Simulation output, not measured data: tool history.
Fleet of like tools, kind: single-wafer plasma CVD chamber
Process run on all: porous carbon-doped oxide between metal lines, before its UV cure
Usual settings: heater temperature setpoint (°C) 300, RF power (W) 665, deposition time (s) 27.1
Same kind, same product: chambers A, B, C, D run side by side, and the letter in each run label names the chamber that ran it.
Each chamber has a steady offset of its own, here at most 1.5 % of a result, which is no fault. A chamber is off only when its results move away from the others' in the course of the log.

run,day,heater temperature setpoint (°C),RF power (W),deposition time (s),"read-back reference wafer on the same gauge, thickness_nm",mean film thickness on the monitor wafer (Å)
1C,0.362,300,665,27.1,173.85,1761.6
2D,0.6,300,665,27.1,173.99,1767
3B,0.925,300,665,27.1,173.81,1779.1
4A,1.375,300,665,27.1,174.01,1797
5C,1.779,300,665,27.1,174.22,1770.4
6D,2.258,300,665,27.1,173.71,1762
7B,2.562,300,665,27.1,173.92,1764.1
8A,3.025,300,665,27.1,173.88,1792.3
9B,3.329,300,665,27.1,174.04,1787.5
10C,3.679,300,665,27.1,173.81,1782.4
11D,4.008,300,665,27.1,173.94,1747.2
12A,4.329,300,665,27.1,173.91,1793.3
13C,4.567,300,665,27.1,174.1,1770.6
14B,4.892,300,665,27.1,174.17,1769.6
15A,5.338,300,665,27.1,174.19,1783.4
16D,5.588,287,665,27.1,174.19,1890
17A,6.038,287,665,27.1,174.13,1942.3
18B,6.296,287,665,27.1,173.98,1901.3
19C,6.712,287,665,27.1,173.91,1914.2
20D,6.962,300,665,27.1,174.07,1756
21D,7.188,300,735,32.2,173.96,2198.5
22A,7.571,300,735,32.2,173.87,2250
23B,7.962,300,735,32.2,173.82,2212.7
24C,8.362,300,735,32.2,174.08,2227.7
25C,8.596,300,665,27.1,173.94,1790.9
26D,8.875,300,665,27.1,173.84,1763.8
27B,9.196,300,665,27.1,174,1773.7
28A,9.454,300,665,27.1,174.05,1767.1
29C,9.871,300,665,27.1,173.88,1778.3
30A,10.217,300,665,27.1,173.97,1787.9
31D,10.546,300,665,27.1,173.97,1767.8
32B,10.838,300,710,27.1,173.92,1840
33B,11.229,300,710,27.1,174.02,1855.7
34C,11.529,300,710,27.1,173.94,1867.7
35A,11.9,300,710,27.1,174.08,1876.6
36D,12.112,300,665,27.1,174.08,1756.2
37C,12.592,300,665,27.1,173.94,1761.2
38B,13,300,730,29.4,174.05,2046.5
39D,13.479,300,730,29.4,173.68,1991.9

Has any chamber moved away from the others, gradually or after a service, or does the common gauge drift, or do the chambers differ only by their own small steady offsets? State the chamber and the most likely cause if one applies.

Nothing is wrong: each chamber keeps only its own small, steady offset and the gauge holds still.
